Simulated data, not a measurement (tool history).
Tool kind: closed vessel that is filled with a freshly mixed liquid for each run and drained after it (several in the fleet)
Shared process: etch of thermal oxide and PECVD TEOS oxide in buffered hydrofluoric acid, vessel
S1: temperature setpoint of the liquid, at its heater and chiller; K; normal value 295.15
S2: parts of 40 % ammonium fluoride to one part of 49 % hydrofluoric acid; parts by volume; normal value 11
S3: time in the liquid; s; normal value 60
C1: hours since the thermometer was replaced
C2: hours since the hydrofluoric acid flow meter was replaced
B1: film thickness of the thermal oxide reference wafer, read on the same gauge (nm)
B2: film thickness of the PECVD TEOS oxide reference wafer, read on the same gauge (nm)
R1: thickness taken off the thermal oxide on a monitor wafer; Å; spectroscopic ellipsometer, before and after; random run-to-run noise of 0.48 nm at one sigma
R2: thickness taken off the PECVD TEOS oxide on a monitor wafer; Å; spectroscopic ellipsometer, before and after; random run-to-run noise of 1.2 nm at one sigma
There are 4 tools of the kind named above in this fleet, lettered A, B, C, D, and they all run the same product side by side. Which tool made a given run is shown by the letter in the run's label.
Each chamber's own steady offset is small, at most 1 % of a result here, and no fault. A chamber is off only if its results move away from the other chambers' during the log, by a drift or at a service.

run   hour      S1  S2  S3      C1      C2      B1       B2      R1       R2
 1D    5.4  295.15  11  60   847.3   228.4  69.998  100.020  567.91  1223.70
 2B   13.8  295.15  11  60   882.0   138.4  69.957   99.979  573.36  1224.40
 3A   18.3  295.15  11  60  1450.6  1568.0  70.005   99.988  578.85  1222.90
 4C   22.9  295.15  11  60   270.9   378.7  69.985   99.985  587.92  1224.00
 5D   28.4  295.15  11  60   870.3   251.4  70.012   99.967  575.55  1211.50
 6C   35.6  295.15  11  60   283.6   391.4  69.978   99.984  572.87  1207.60
 7A   44.1  295.15  11  60  1476.4  1593.8  70.020   99.983  574.90  1213.80
 8B   51.7  295.15  15  60   919.9   176.3  70.047   99.988  424.28   919.10
 9A   55.9  295.15  15  60  1488.2  1605.6  69.998   99.977  422.46   907.02
10C   64.2  295.15  15  60   312.2   420.0  69.995   99.962  429.06   908.55
11B   68.1  295.15  15  60   936.3   192.7  70.010   99.985  421.73   899.24
12D   74.4  295.15   9  60   916.3   297.4  70.040   99.952  667.92  1419.00
13B   81.1  295.15   9  60   949.3   205.7  70.016   99.986  673.22  1450.50
14A   89.8  295.15   9  60  1522.1  1639.5  69.968  100.040  680.11  1412.20
15C   97.9  295.15   9  60   345.9   453.7  69.986   99.987  686.30  1397.20
16D  103.9  295.15  11  60   945.8   326.9  69.992   99.952  572.89  1215.20
17B  108.5  295.15  11  60   976.7   233.1  69.981  100.000  570.98  1221.10
18A  112.6  295.15  11  85  1544.9  1662.3  70.011  100.010  817.64  1722.80
19C  120.1  295.15  11  85   368.1   475.9  69.988  100.020  818.99  1720.50
20D  125.0  295.15  11  85   966.9   348.0  70.013   99.982  804.14  1694.50
21C  130.7  295.15  11  85   378.7   486.5  69.984  100.040  817.07  1733.80
     132.1  -- chamber B: thermometer replaced
22A  138.2  295.15  11  60  1570.5  1687.9  69.961   99.999  570.48  1217.00
23B  143.3  295.15  11  60    11.2   267.9  70.042   99.943  581.86  1225.90
24D  151.1  295.15  11  60   993.0   374.1  69.977  100.040  572.03  1239.50
25B  158.3  295.15  11  60    26.2   282.9  70.028   99.956  567.54  1209.00
26D  166.0  295.15  11  60  1007.9   389.0  70.039  100.040  568.08  1215.30
27C  170.3  295.15  11  60   418.3   526.1  69.948   99.986  578.28  1193.30
28A  175.6  295.15  11  60  1607.9  1725.3  69.974   99.975  576.10  1216.30
29B  183.2  295.15  11  60    51.1   307.8  70.049   99.969  579.08  1212.60
30C  190.0  295.15  11  60   438.0   545.8  69.969   99.994  576.61  1209.10
31A  196.0  295.15  11  60  1628.3  1745.7  69.972  100.030  572.99  1208.20
32D  204.4  295.15  11  60  1046.3   427.4  70.023   99.988  579.16  1214.20
33A  211.8  295.15  11  60  1644.1  1761.5  70.010   99.978  583.77  1234.90
34B  217.9  295.15  11  60    85.8   342.5  70.060   99.999  571.77  1222.10
35C  226.6  295.15  11  60   474.6   582.4  70.011  100.030  582.07  1234.50
36D  232.4  295.15  11  60  1074.3   455.4  69.981   99.974  567.39  1213.80
37B  239.7  295.15  11  60   107.6   364.3  70.000   99.964  571.84  1226.20
38C  245.7  295.15  11  60   493.7   601.5  70.003   99.996  587.10  1220.20

Next, every chamber runs the same settings. What will each give?
39A  252.0  295.15  11  85                   ?   ?
39B  252.0  295.15  11  85                   ?   ?
39C  252.0  295.15  11  85                   ?   ?
39D  252.0  295.15  11  85                   ?   ?

run      R1       R2
39A  819.56  1700.00
39B  809.71  1732.50
39C  818.33  1725.90
39D  816.35  1731.40
